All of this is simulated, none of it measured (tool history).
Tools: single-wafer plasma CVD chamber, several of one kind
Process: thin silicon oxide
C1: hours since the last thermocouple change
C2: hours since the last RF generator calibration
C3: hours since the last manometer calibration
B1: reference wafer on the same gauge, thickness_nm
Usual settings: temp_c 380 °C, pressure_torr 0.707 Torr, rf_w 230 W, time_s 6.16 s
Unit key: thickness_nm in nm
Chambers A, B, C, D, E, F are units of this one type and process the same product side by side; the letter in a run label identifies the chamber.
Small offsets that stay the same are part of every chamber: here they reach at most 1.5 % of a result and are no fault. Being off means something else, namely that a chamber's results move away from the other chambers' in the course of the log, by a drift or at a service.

Run 1A, hour 5.5: usual settings; C1 189.7; C2 865.6; C3 2994.9; B1 10.078. Result: thickness_nm 9.0036 nm.
Run 2F, hour 10.8: usual settings; C1 190.1; C2 1378.7; C3 135.2; B1 10.077. Result: thickness_nm 8.8621 nm.
Run 3D, hour 17.4: usual settings; C1 701.9; C2 460.5; C3 1058.5; B1 10.085. Result: thickness_nm 9.1055 nm.
Run 4E, hour 23: usual settings; C1 462; C2 1223.6; C3 1613.9; B1 10.086. Result: thickness_nm 8.9323 nm.
Run 5B, hour 28.8: usual settings but time_s 5.64 s; C1 836.9; C2 635.8; C3 476; B1 10.074. Result: thickness_nm 8.3012 nm.
At hour 34.9: chamber A: capacitance manometer re-zeroed and calibrated.
Run 6C, hour 37.1: usual settings but time_s 5.64 s; C1 1476.4; C2 380.9; C3 1435.4; B1 10.068. Result: thickness_nm 8.4095 nm.
At hour 42.4: chamber C: thermocouple changed; heater temperature recalibrated.
Run 7E, hour 44.5: usual settings but time_s 5.64 s; C1 483.5; C2 1245.1; C3 1635.4; B1 10.065. Result: thickness_nm 8.3059 nm.
Run 8B, hour 51.3: usual settings but time_s 5.64 s; C1 859.4; C2 658.3; C3 498.5; B1 10.073. Result: thickness_nm 8.2927 nm.
Run 9C, hour 55.7: usual settings but time_s 5.64 s; C1 13.4; C2 399.5; C3 1454; B1 10.085. Result: thickness_nm 8.4004 nm.
Run 10F, hour 60.4: usual settings but time_s 5.64 s; C1 239.7; C2 1428.3; C3 184.8; B1 10.087. Result: thickness_nm 8.2161 nm.
Run 11A, hour 70: usual settings; C1 254.2; C2 930.1; C3 35.1; B1 10.077. Result: thickness_nm 9.0321 nm.
Run 12D, hour 76.9: usual settings but rf_w 265 W; C1 761.4; C2 520; C3 1118; B1 10.083. Result: thickness_nm 9.7057 nm.
Run 13C, hour 85.8: usual settings but rf_w 265 W; C1 43.5; C2 429.6; C3 1484.1; B1 10.078. Result: thickness_nm 9.783 nm.
Run 14A, hour 91.7: usual settings but rf_w 265 W; C1 275.9; C2 951.8; C3 56.8; B1 10.073. Result: thickness_nm 9.6562 nm.
Run 15B, hour 100.7: usual settings but rf_w 265 W; C1 908.8; C2 707.7; C3 547.9; B1 10.077. Result: thickness_nm 9.6801 nm.
Run 16D, hour 105.9: usual settings but rf_w 265 W; C1 790.4; C2 549; C3 1147; B1 10.075. Result: thickness_nm 9.777 nm.
Run 17F, hour 112.7: usual settings but rf_w 265 W; C1 292; C2 1480.6; C3 237.1; B1 10.094. Result: thickness_nm 9.4684 nm.
Run 18E, hour 118.3: usual settings; C1 557.3; C2 1318.9; C3 1709.2; B1 10.089. Result: thickness_nm 9.0015 nm.
Run 19A, hour 127: usual settings; C1 311.2; C2 987.1; C3 92.1; B1 10.071. Result: thickness_nm 9.0091 nm.
Run 20E, hour 134.9: usual settings; C1 573.9; C2 1335.5; C3 1725.8; B1 10.091. Result: thickness_nm 8.9844 nm.
Run 21F, hour 143.7: usual settings; C1 323; C2 1511.6; C3 268.1; B1 10.087. Result: thickness_nm 8.9464 nm.
Run 22D, hour 148.5: usual settings; C1 833; C2 591.6; C3 1189.6; B1 10.079. Result: thickness_nm 9.0313 nm.
At hour 149.3: chamber C: capacitance manometer re-zeroed and calibrated.
Run 23C, hour 153.3: usual settings; C1 111; C2 497.1; C3 4; B1 10.077. Result: thickness_nm 9.0673 nm.
Run 24B, hour 162.5: usual settings but temp_c 369 °C, pressure_torr 0.581 Torr; C1 970.6; C2 769.5; C3 609.7; B1 10.081. Result: thickness_nm 7.439 nm.
Run 25A, hour 167.6: usual settings but temp_c 369 °C, pressure_torr 0.581 Torr; C1 351.8; C2 1027.7; C3 132.7; B1 10.075. Result: thickness_nm 7.4485 nm.
Run 26F, hour 176.7: usual settings but temp_c 369 °C, pressure_torr 0.581 Torr; C1 356; C2 1544.6; C3 301.1; B1 10.08. Result: thickness_nm 7.242 nm.
Run 27E, hour 183.6: usual settings but temp_c 369 °C, pressure_torr 0.581 Torr; C1 622.6; C2 1384.2; C3 1774.5; B1 10.068. Result: thickness_nm 7.3294 nm.
At hour 189.8: chamber E: capacitance manometer re-zeroed and calibrated.
Run 28C, hour 192.7: usual settings but temp_c 369 °C, pressure_torr 0.581 Torr; C1 150.4; C2 536.5; C3 43.4; B1 10.083. Result: thickness_nm 7.4651 nm.
Run 29B, hour 202.3: usual settings but temp_c 369 °C, pressure_torr 0.581 Torr; C1 1010.4; C2 809.3; C3 649.5; B1 10.079. Result: thickness_nm 7.4073 nm.
Run 30D, hour 210.7: usual settings; C1 895.2; C2 653.8; C3 1251.8; B1 10.089. Result: thickness_nm 9.0364 nm.
Run 31C, hour 215.5: usual settings; C1 173.2; C2 559.3; C3 66.2; B1 10.083. Result: thickness_nm 9.1087 nm.
Run 32A, hour 223.3: usual settings but rf_w 255 W; C1 407.5; C2 1083.4; C3 188.4; B1 10.077. Result: thickness_nm 9.5182 nm.
Run 33F, hour 231.6: usual settings but rf_w 255 W; C1 410.9; C2 1599.5; C3 356; B1 10.07. Result: thickness_nm 9.3805 nm.
Run 34E, hour 240.6: usual settings but rf_w 255 W; C1 679.6; C2 1441.2; C3 50.9; B1 10.075. Result: thickness_nm 8.897 nm.
Run 35B, hour 247.7: usual settings but rf_w 255 W; C1 1055.8; C2 854.7; C3 694.9; B1 10.088. Result: thickness_nm 9.5335 nm.
Run 36D, hour 253.4: usual settings but rf_w 255 W; C1 937.9; C2 696.5; C3 1294.5; B1 10.084. Result: thickness_nm 9.5545 nm.
Run 37E, hour 257.8: usual settings but rf_w 255 W; C1 696.8; C2 1458.4; C3 68.1; B1 10.088. Result: thickness_nm 9.0101 nm.
Run 38D, hour 262.7: usual settings; C1 947.2; C2 705.8; C3 1303.8; B1 10.084. Result: thickness_nm 9.0418 nm.
Run 39A, hour 269.7: usual settings; C1 453.9; C2 1129.8; C3 234.8; B1 10.076. Result: thickness_nm 9.0461 nm.
Run 40B, hour 277.7: usual settings; C1 1085.8; C2 884.7; C3 724.9; B1 10.09. Result: thickness_nm 9.0276 nm.
Run 41C, hour 283.4: usual settings; C1 241.1; C2 627.2; C3 134.1; B1 10.076. Result: thickness_nm 9.1432 nm.
Run 42F, hour 288.2: usual settings; C1 467.5; C2 1656.1; C3 412.6; B1 10.085. Result: thickness_nm 8.8775 nm.
Run 43C, hour 296.1: usual settings; C1 253.8; C2 639.9; C3 146.8; B1 10.085. Result: thickness_nm 9.1117 nm.
Run 44D, hour 300.3: usual settings; C1 984.8; C2 743.4; C3 1341.4; B1 10.076. Result: thickness_nm 9.1545 nm.

Each of the 6 chambers runs these same settings next. Fill in every chamber's results:
Run 45A, hour 307.2: usual settings but temp_c 388 °C. Result: thickness_nm ?.
Run 45B, hour 307.2: usual settings but temp_c 388 °C. Result: thickness_nm ?.
Run 45C, hour 307.2: usual settings but temp_c 388 °C. Result: thickness_nm ?.
Run 45D, hour 307.2: usual settings but temp_c 388 °C. Result: thickness_nm ?.
Run 45E, hour 307.2: usual settings but temp_c 388 °C. Result: thickness_nm ?.
Run 45F, hour 307.2: usual settings but temp_c 388 °C. Result: thickness_nm ?.

run  thickness_nm
45A        8.9966
45B        8.9886
45C        9.0825
45D        8.9214
45E        8.5127
45F        8.8045
